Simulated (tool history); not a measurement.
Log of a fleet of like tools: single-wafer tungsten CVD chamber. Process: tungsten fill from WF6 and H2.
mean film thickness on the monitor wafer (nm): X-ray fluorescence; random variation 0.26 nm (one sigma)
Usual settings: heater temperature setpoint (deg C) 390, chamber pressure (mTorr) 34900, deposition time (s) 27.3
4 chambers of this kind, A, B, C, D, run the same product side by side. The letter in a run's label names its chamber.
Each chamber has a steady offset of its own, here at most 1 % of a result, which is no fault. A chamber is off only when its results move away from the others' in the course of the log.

run   hour  heater temperature setpoint (deg C)  chamber pressure (mTorr)  deposition time (s)  read-back reference wafer on the same gauge, thickness_nm  mean film thickness on the monitor wafer (nm)
 1C   11.6                                  390                     34900                 27.3                                                     61.349                                          70.68
 2B   23.2                                  390                     34900                 27.3                                                     61.325                                         69.907
 3D   36.7                                  390                     34900                 27.3                                                     61.271                                         69.895
 4A   49.5                                  390                     34900                 27.3                                                     61.297                                         70.757
 5C   60.9                                  390                     34900                 27.3                                                     61.324                                         70.591
 6A   73.5                                  390                     34900                 27.3                                                     61.322                                         70.607
 7D   87.1                                  390                     34900                 27.3                                                     61.313                                         69.858
 8B     97                                  390                     28600                 31.2                                                     61.334                                         73.446
 9C  108.2                                  390                     28600                 31.2                                                     61.268                                         73.021
10D  121.8                                  390                     28600                 31.2                                                     61.274                                         72.775
11B  131.3                                  390                     28600                 31.2                                                      61.33                                         73.211
12A  140.6                                  383                     34900                 31.1                                                     61.314                                         70.089
13B  151.9                                  383                     34900                 31.1                                                     61.301                                         70.406
14D    163                                  383                     34900                 31.1                                                     61.398                                         69.775
15A  177.4                                  383                     34900                 31.1                                                     61.286                                         70.229
16C  184.9                                  390                     34900                 27.3                                                     61.315                                         70.177
17A  195.3                                  390                     34900                 27.3                                                     61.347                                         70.693
     203.5  -- chamber C: thermocouple changed; heater temperature recalibrated
18B  209.7                                  390                     34900                 27.3                                                     61.364                                         70.408
19D  219.9                                  390                     40700                 25.7                                                     61.274                                         71.096
20C  234.4                                  390                     40700                 25.7                                                     61.275                                         71.144
21C  245.6                                  390                     40700                 25.7                                                     61.303                                         70.833
22B    255                                  390                     40700                 25.7                                                     61.326                                          71.13
23D  267.4                                  390                     34900                 27.3                                                     61.267                                         70.023
24A  281.9                                  390                     34900                 27.3                                                     61.377                                         70.427
25A  296.2                                  390                     34900                 27.3                                                     61.282                                         70.685
26B  306.3                                  390                     34900                 27.3                                                     61.333                                         70.563
27C  316.3                                  390                     34900                 27.3                                                     61.303                                         70.046

Next, every chamber runs the same settings. What will each give?
28A  326.7                                  390                     34900                 27.3                                                                                                         ?
28B  326.7                                  390                     34900                 27.3                                                                                                         ?
28C  326.7                                  390                     34900                 27.3                                                                                                         ?
28D  326.7                                  390                     34900                 27.3                                                                                                         ?

run  mean film thickness on the monitor wafer (nm)
28A                                         71.232
28B                                         70.021
28C                                         69.841
28D                                         69.734
